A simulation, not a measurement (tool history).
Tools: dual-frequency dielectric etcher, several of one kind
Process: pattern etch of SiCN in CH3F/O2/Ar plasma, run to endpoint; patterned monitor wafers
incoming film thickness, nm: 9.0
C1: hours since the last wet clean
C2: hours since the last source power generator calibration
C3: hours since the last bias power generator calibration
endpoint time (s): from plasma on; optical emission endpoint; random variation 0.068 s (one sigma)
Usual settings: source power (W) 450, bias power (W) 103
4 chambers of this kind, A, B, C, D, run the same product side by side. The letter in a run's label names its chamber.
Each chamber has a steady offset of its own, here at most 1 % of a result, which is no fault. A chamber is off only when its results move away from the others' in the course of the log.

run 1A hour=10.9 | source_power_(W)=450 bias_power_(W)=103 | C1=483.7 C2=1160.2 C3=1472.1 | endpoint_time_(s)=20.229
run 2D hour=22.0 | source_power_(W)=450 bias_power_(W)=103 | C1=238.8 C2=1810.4 C3=130.4 | endpoint_time_(s)=20.309
run 3B hour=30.8 | source_power_(W)=450 bias_power_(W)=103 | C1=257.4 C2=701.9 C3=2261.1 | endpoint_time_(s)=20.114
-- hour=31.6 chamber A: wet clean of the chamber
run 4C hour=44.9 | source_power_(W)=450 bias_power_(W)=103 | C1=115.9 C2=676.1 C3=57.3 | endpoint_time_(s)=20.199
run 5B hour=52.8 | source_power_(W)=450 bias_power_(W)=121 | C1=279.4 C2=723.9 C3=2283.1 | endpoint_time_(s)=19.005
run 6A hour=64.9 | source_power_(W)=450 bias_power_(W)=121 | C1=33.3 C2=1214.2 C3=1526.1 | endpoint_time_(s)=18.963
run 7C hour=76.3 | source_power_(W)=450 bias_power_(W)=121 | C1=147.3 C2=707.5 C3=88.7 | endpoint_time_(s)=18.928
run 8D hour=85.6 | source_power_(W)=450 bias_power_(W)=121 | C1=302.4 C2=1874.0 C3=194.0 | endpoint_time_(s)=19.121
run 9B hour=92.7 | source_power_(W)=450 bias_power_(W)=103 | C1=319.3 C2=763.8 C3=2323.0 | endpoint_time_(s)=20.286
run 10A hour=106.6 | source_power_(W)=450 bias_power_(W)=103 | C1=75.0 C2=1255.9 C3=1567.8 | endpoint_time_(s)=20.145
run 11D hour=118.2 | source_power_(W)=450 bias_power_(W)=103 | C1=335.0 C2=1906.6 C3=226.6 | endpoint_time_(s)=20.215
run 12C hour=125.2 | source_power_(W)=450 bias_power_(W)=103 | C1=196.2 C2=756.4 C3=137.6 | endpoint_time_(s)=20.096
run 13A hour=137.3 | source_power_(W)=450 bias_power_(W)=120 | C1=105.7 C2=1286.6 C3=1598.5 | endpoint_time_(s)=18.902
run 14C hour=145.4 | source_power_(W)=450 bias_power_(W)=120 | C1=216.4 C2=776.6 C3=157.8 | endpoint_time_(s)=19.074
run 15B hour=157.3 | source_power_(W)=450 bias_power_(W)=120 | C1=383.9 C2=828.4 C3=2387.6 | endpoint_time_(s)=19.107
run 16D hour=168.8 | source_power_(W)=450 bias_power_(W)=120 | C1=385.6 C2=1957.2 C3=277.2 | endpoint_time_(s)=19.159
run 17C hour=182.2 | source_power_(W)=450 bias_power_(W)=103 | C1=253.2 C2=813.4 C3=194.6 | endpoint_time_(s)=20.218
run 18A hour=196.0 | source_power_(W)=450 bias_power_(W)=103 | C1=164.4 C2=1345.3 C3=1657.2 | endpoint_time_(s)=20.250
run 19B hour=204.6 | source_power_(W)=400 bias_power_(W)=103 | C1=431.2 C2=875.7 C3=2434.9 | endpoint_time_(s)=21.076
run 20D hour=219.8 | source_power_(W)=400 bias_power_(W)=103 | C1=436.6 C2=2008.2 C3=328.2 | endpoint_time_(s)=21.145
run 21C hour=234.6 | source_power_(W)=400 bias_power_(W)=103 | C1=305.6 C2=865.8 C3=247.0 | endpoint_time_(s)=21.297
run 22A hour=246.2 | source_power_(W)=400 bias_power_(W)=103 | C1=214.6 C2=1395.5 C3=1707.4 | endpoint_time_(s)=21.079
run 23B hour=256.9 | source_power_(W)=450 bias_power_(W)=103 | C1=483.5 C2=928.0 C3=2487.2 | endpoint_time_(s)=20.199
run 24D hour=265.7 | source_power_(W)=450 bias_power_(W)=103 | C1=482.5 C2=2054.1 C3=374.1 | endpoint_time_(s)=20.276
run 25B hour=274.4 | source_power_(W)=450 bias_power_(W)=103 | C1=501.0 C2=945.5 C3=2504.7 | endpoint_time_(s)=20.294
-- hour=281.3 chamber D: wet clean of the chamber
run 26A hour=286.3 | source_power_(W)=450 bias_power_(W)=103 | C1=254.7 C2=1435.6 C3=1747.5 | endpoint_time_(s)=20.085
run 27C hour=301.6 | source_power_(W)=450 bias_power_(W)=103 | C1=372.6 C2=932.8 C3=314.0 | endpoint_time_(s)=20.652
run 28D hour=315.2 | source_power_(W)=450 bias_power_(W)=103 | C1=33.9 C2=2103.6 C3=423.6 | endpoint_time_(s)=20.241
run 29C hour=322.9 | source_power_(W)=450 bias_power_(W)=103 | C1=393.9 C2=954.1 C3=335.3 | endpoint_time_(s)=20.599
run 30D hour=334.1 | source_power_(W)=450 bias_power_(W)=103 | C1=52.8 C2=2122.5 C3=442.5 | endpoint_time_(s)=20.365
run 31A hour=348.4 | source_power_(W)=450 bias_power_(W)=103 | C1=316.8 C2=1497.7 C3=1809.6 | endpoint_time_(s)=20.302
run 32B hour=362.0 | source_power_(W)=450 bias_power_(W)=103 | C1=588.6 C2=1033.1 C3=2592.3 | endpoint_time_(s)=20.059
run 33C hour=377.0 | source_power_(W)=450 bias_power_(W)=128 | C1=448.0 C2=1008.2 C3=389.4 | endpoint_time_(s)=19.086
run 34A hour=386.7 | source_power_(W)=450 bias_power_(W)=128 | C1=355.1 C2=1536.0 C3=1847.9 | endpoint_time_(s)=18.377
run 35D hour=397.0 | source_power_(W)=450 bias_power_(W)=128 | C1=115.7 C2=2185.4 C3=505.4 | endpoint_time_(s)=18.636
run 36B hour=411.3 | source_power_(W)=450 bias_power_(W)=128 | C1=637.9 C2=1082.4 C3=2641.6 | endpoint_time_(s)=18.603
run 37C hour=421.7 | source_power_(W)=550 bias_power_(W)=103 | C1=492.7 C2=1052.9 C3=434.1 | endpoint_time_(s)=19.358
run 38B hour=435.6 | source_power_(W)=550 bias_power_(W)=103 | C1=662.2 C2=1106.7 C3=2665.9 | endpoint_time_(s)=18.683
run 39D hour=444.4 | source_power_(W)=550 bias_power_(W)=103 | C1=163.1 C2=2232.8 C3=552.8 | endpoint_time_(s)=18.857
run 40A hour=453.4 | source_power_(W)=550 bias_power_(W)=103 | C1=421.8 C2=1602.7 C3=1914.6 | endpoint_time_(s)=18.687
run 41A hour=466.0 | source_power_(W)=450 bias_power_(W)=103 | C1=434.4 C2=1615.3 C3=1927.2 | endpoint_time_(s)=20.168
run 42D hour=473.2 | source_power_(W)=450 bias_power_(W)=103 | C1=191.9 C2=2261.6 C3=581.6 | endpoint_time_(s)=20.107
run 43C hour=484.0 | source_power_(W)=450 bias_power_(W)=103 | C1=555.0 C2=1115.2 C3=496.4 | endpoint_time_(s)=21.112
-- hour=484.5 chamber B: wet clean of the chamber
run 44B hour=493.1 | source_power_(W)=450 bias_power_(W)=103 | C1=8.6 C2=1164.2 C3=2723.4 | endpoint_time_(s)=20.116

Is one chamber off against the others, does the gauge drift, or is nothing wrong? If a chamber is off, say which, and what the likeliest cause is.

Chamber C drifts away from the others.
Cause: etch rate under this chamber's usual, % = 4.74.

Here are 4 candidates for chamber C's next run, each the usual settings with a change, their results left as question marks. Which one brings its results back in line with what the others give on the usual settings?
In line means no further than this from the other chambers' mean on the usual settings: endpoint time (s) 0.240
run 45C-1 hour=504.6 | source_power_(W)=420 bias_power_(W)=97 | endpoint_time_(s)=?
run 45C-2 hour=504.6 | source_power_(W)=500 bias_power_(W)=115 | endpoint_time_(s)=?
run 45C-3 hour=504.6 | source_power_(W)=480 bias_power_(W)=109 | endpoint_time_(s)=?
run 45C-4 hour=504.6 | source_power_(W)=450 bias_power_(W)=83 | endpoint_time_(s)=?

The other chambers' mean on the usual settings: endpoint time (s) 20.200
run=45C-1 endpoint_time_(s)=22.175
run=45C-2 endpoint_time_(s)=19.478
run=45C-3 endpoint_time_(s)=20.186
run=45C-4 endpoint_time_(s)=22.906
45C-3 brings the chamber back in line.

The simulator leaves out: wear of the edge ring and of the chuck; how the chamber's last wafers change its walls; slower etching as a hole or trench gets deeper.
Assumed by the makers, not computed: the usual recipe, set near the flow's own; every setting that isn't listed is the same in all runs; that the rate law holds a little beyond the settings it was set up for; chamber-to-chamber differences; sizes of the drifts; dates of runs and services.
